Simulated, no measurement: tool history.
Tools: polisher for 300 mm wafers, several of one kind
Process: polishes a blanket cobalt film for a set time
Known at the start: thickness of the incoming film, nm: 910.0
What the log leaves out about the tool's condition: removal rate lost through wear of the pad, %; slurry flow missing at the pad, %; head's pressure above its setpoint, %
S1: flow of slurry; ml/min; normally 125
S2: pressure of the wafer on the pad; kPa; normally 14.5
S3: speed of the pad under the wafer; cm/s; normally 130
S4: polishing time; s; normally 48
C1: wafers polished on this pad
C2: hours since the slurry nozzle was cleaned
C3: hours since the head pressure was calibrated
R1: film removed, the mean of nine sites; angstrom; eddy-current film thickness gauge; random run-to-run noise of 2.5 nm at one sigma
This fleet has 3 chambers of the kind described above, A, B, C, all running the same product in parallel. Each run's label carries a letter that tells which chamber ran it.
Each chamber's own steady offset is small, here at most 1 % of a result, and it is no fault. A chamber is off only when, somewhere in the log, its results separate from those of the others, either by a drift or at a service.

run	day	S1	S2	S3	S4	C1	C2	C3	R1
1C	0.379	125	14.5	130	48	427	51.6	102.7	3130.5
2A	0.750	125	14.5	130	48	889	372.8	472.4	3103.9
# day 1.088: chamber A: worn pad replaced by a new one
3B	1.175	125	14.5	130	48	726	438.3	342.2	3086.9
4A	1.442	125	14.5	130	48	146	389.4	489.0	3102.7
# day 1.592: chamber B: slurry nozzle cleaned
# day 1.771: chamber C: worn pad replaced by a new one
5B	1.996	125	14.5	130	61	1062	9.7	361.9	3943.0
6C	2.262	125	14.5	130	61	202	96.8	147.9	4029.6
7A	2.504	125	14.5	130	61	580	414.9	514.5	3849.7
8C	2.912	125	14.5	130	48	468	112.4	163.5	3103.6
# day 3.333: chamber A: worn pad replaced by a new one
9B	3.408	125	14.5	130	48	1639	43.6	395.8	3054.8
10C	3.662	125	14.5	130	48	774	130.4	181.5	3143.3
11B	3.921	125	14.5	130	48	1849	55.9	408.1	3066.5
# day 4.042: chamber A: slurry nozzle cleaned
12A	4.446	125	14.5	130	48	455	9.7	561.1	3147.0
# day 4.621: chamber C: worn pad replaced by a new one
13C	4.892	125	14.5	130	48	112	159.9	211.0	3102.1
14B	5.267	125	14.5	130	48	2399	88.2	440.4	3017.0
15A	5.758	125	14.5	130	48	991	41.2	592.6	3093.7
# day 6.042: chamber A: worn pad replaced by a new one
16A	6.088	125	11.0	130	48	19	49.1	600.5	2354.8
17B	6.483	125	11.0	130	48	2896	117.4	469.6	2290.3
18C	6.725	125	11.0	130	48	861	203.9	255.0	2395.3
# day 6.792: chamber C: worn pad replaced by a new one
19A	6.979	125	14.5	130	48	384	70.5	621.9	3122.4
20B	7.333	125	14.5	130	48	3243	137.8	490.0	2974.2
21C	7.600	125	14.5	130	48	331	224.9	276.0	3108.3
22C	8.083	125	14.5	130	48	528	236.5	287.6	3078.0
# day 8.338: chamber A: worn pad replaced by a new one
23B	8.575	125	14.5	130	48	3751	167.6	519.8	2940.4
24A	9.117	125	14.5	130	36	320	121.8	673.2	2309.4
# day 9.542: chamber C: worn pad replaced by a new one
25B	9.562	125	14.5	130	36	4155	191.3	543.5	2172.7
26A	10.071	125	14.5	130	36	710	144.7	696.1	2308.0
27C	10.317	125	14.5	130	48	318	290.1	341.2	3119.8
# day 10.712: chamber A: worn pad replaced by a new one
28C	10.729	125	14.5	130	48	486	300.0	351.1	3052.2
29A	11.042	145	14.5	130	55	135	168.0	719.4	3678.7
30B	11.358	145	14.5	130	55	4889	234.4	586.6	3330.7
31C	11.850	145	14.5	130	55	944	326.9	378.0	3662.9
32B	12.204	125	14.5	130	48	5234	254.7	606.9	2829.4
33A	12.458	125	18.6	130	57	714	202.0	753.4	4749.8

All chambers now run identical settings, listed one chamber a line with results as question marks. What results will each chamber show?
34A	12.858	125	14.5	130	48				?
34B	12.858	125	14.5	130	48				?
34C	12.858	125	14.5	130	48				?

run	R1
34A	3103.2
34B	2802.8
34C	3094.8

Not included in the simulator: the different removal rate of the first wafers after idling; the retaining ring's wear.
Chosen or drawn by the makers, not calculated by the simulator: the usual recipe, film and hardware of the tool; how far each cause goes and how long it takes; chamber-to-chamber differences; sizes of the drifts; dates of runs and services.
